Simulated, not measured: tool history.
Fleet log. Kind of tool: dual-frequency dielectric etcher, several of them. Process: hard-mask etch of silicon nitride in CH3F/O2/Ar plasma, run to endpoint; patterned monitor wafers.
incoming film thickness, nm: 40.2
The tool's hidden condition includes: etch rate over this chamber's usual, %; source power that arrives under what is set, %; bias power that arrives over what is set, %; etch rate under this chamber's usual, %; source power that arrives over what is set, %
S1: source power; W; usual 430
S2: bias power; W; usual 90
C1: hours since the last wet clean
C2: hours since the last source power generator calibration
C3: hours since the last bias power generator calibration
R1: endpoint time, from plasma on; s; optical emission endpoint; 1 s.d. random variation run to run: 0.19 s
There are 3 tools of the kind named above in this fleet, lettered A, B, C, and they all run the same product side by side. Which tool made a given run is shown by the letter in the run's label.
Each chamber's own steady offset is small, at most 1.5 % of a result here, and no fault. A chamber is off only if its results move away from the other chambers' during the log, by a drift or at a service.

run 1C day=0.371 | S1=430 S2=90 | C1=202.5 C2=2518.4 C3=1819.4 | R1=52.368
run 2A day=0.738 | S1=430 S2=90 | C1=310.1 C2=553.2 C3=456.1 | R1=52.527
run 3B day=1.167 | S1=430 S2=90 | C1=189.7 C2=417.5 C3=1546.1 | R1=51.719
run 4B day=1.396 | S1=430 S2=90 | C1=195.2 C2=423 C3=1551.6 | R1=51.596
run 5C day=1.667 | S1=430 S2=72 | C1=233.6 C2=2549.5 C3=1850.5 | R1=56.441
run 6A day=1.883 | S1=430 S2=72 | C1=337.6 C2=580.7 C3=483.6 | R1=56.455
-- day=2.104 chamber A: wet clean of the chamber
run 7B day=2.242 | S1=430 S2=72 | C1=215.5 C2=443.3 C3=1571.9 | R1=55.404
run 8C day=2.654 | S1=430 S2=90 | C1=257.3 C2=2573.2 C3=1874.2 | R1=52.582
run 9A day=2.954 | S1=430 S2=90 | C1=20.5 C2=606.4 C3=509.3 | R1=52.255
run 10C day=3.4 | S1=430 S2=90 | C1=275.2 C2=2591.1 C3=1892.1 | R1=52.52
run 11A day=3.688 | S1=400 S2=82 | C1=38.1 C2=624 C3=526.9 | R1=55.894
run 12B day=3.996 | S1=400 S2=82 | C1=257.6 C2=485.4 C3=1614 | R1=55.041
run 13C day=4.296 | S1=400 S2=82 | C1=296.7 C2=2612.6 C3=1913.6 | R1=56.021
run 14A day=4.6 | S1=430 S2=90 | C1=60 C2=645.9 C3=548.8 | R1=52.278
run 15B day=4.979 | S1=430 S2=90 | C1=281.2 C2=509 C3=1637.6 | R1=51.538
run 16B day=5.238 | S1=520 S2=69 | C1=287.4 C2=515.2 C3=1643.8 | R1=52.754
run 17C day=5.658 | S1=520 S2=69 | C1=329.4 C2=2645.3 C3=1946.3 | R1=54.182
run 18A day=6.004 | S1=520 S2=69 | C1=93.7 C2=679.6 C3=582.5 | R1=53.674
run 19C day=6.408 | S1=430 S2=90 | C1=347.4 C2=2663.3 C3=1964.3 | R1=53.21
run 20B day=6.817 | S1=430 S2=90 | C1=325.3 C2=553.1 C3=1681.7 | R1=51.572
run 21A day=7.204 | S1=430 S2=90 | C1=122.5 C2=708.4 C3=611.3 | R1=52.375
run 22C day=7.429 | S1=430 S2=90 | C1=371.9 C2=2687.8 C3=1988.8 | R1=53.324
run 23B day=7.662 | S1=430 S2=90 | C1=345.6 C2=573.4 C3=1702 | R1=51.415
run 24A day=8.038 | S1=430 S2=90 | C1=142.5 C2=728.4 C3=631.3 | R1=52.67
run 25B day=8.292 | S1=430 S2=90 | C1=360.7 C2=588.5 C3=1717.1 | R1=51.592
-- day=8.462 chamber C: bias power generator calibrated
run 26C day=8.604 | S1=360 S2=90 | C1=400.1 C2=2716 C3=3.4 | R1=57.282
run 27A day=8.912 | S1=360 S2=90 | C1=163.5 C2=749.4 C3=652.3 | R1=56.097
run 28A day=9.304 | S1=360 S2=90 | C1=172.9 C2=758.8 C3=661.7 | R1=56.102
run 29C day=9.588 | S1=430 S2=90 | C1=423.7 C2=2739.6 C3=27 | R1=53.553
run 30B day=9.908 | S1=430 S2=90 | C1=399.5 C2=627.3 C3=1755.9 | R1=51.75
run 31B day=10.175 | S1=430 S2=90 | C1=405.9 C2=633.7 C3=1762.3 | R1=52.063

Each of the 3 chambers runs these same settings next. Fill in every chamber's results:
run 32A day=10.496 | S1=430 S2=90 | R1=?
run 32B day=10.496 | S1=430 S2=90 | R1=?
run 32C day=10.496 | S1=430 S2=90 | R1=?

run=32A R1=52.443
run=32B R1=51.719
run=32C R1=53.404
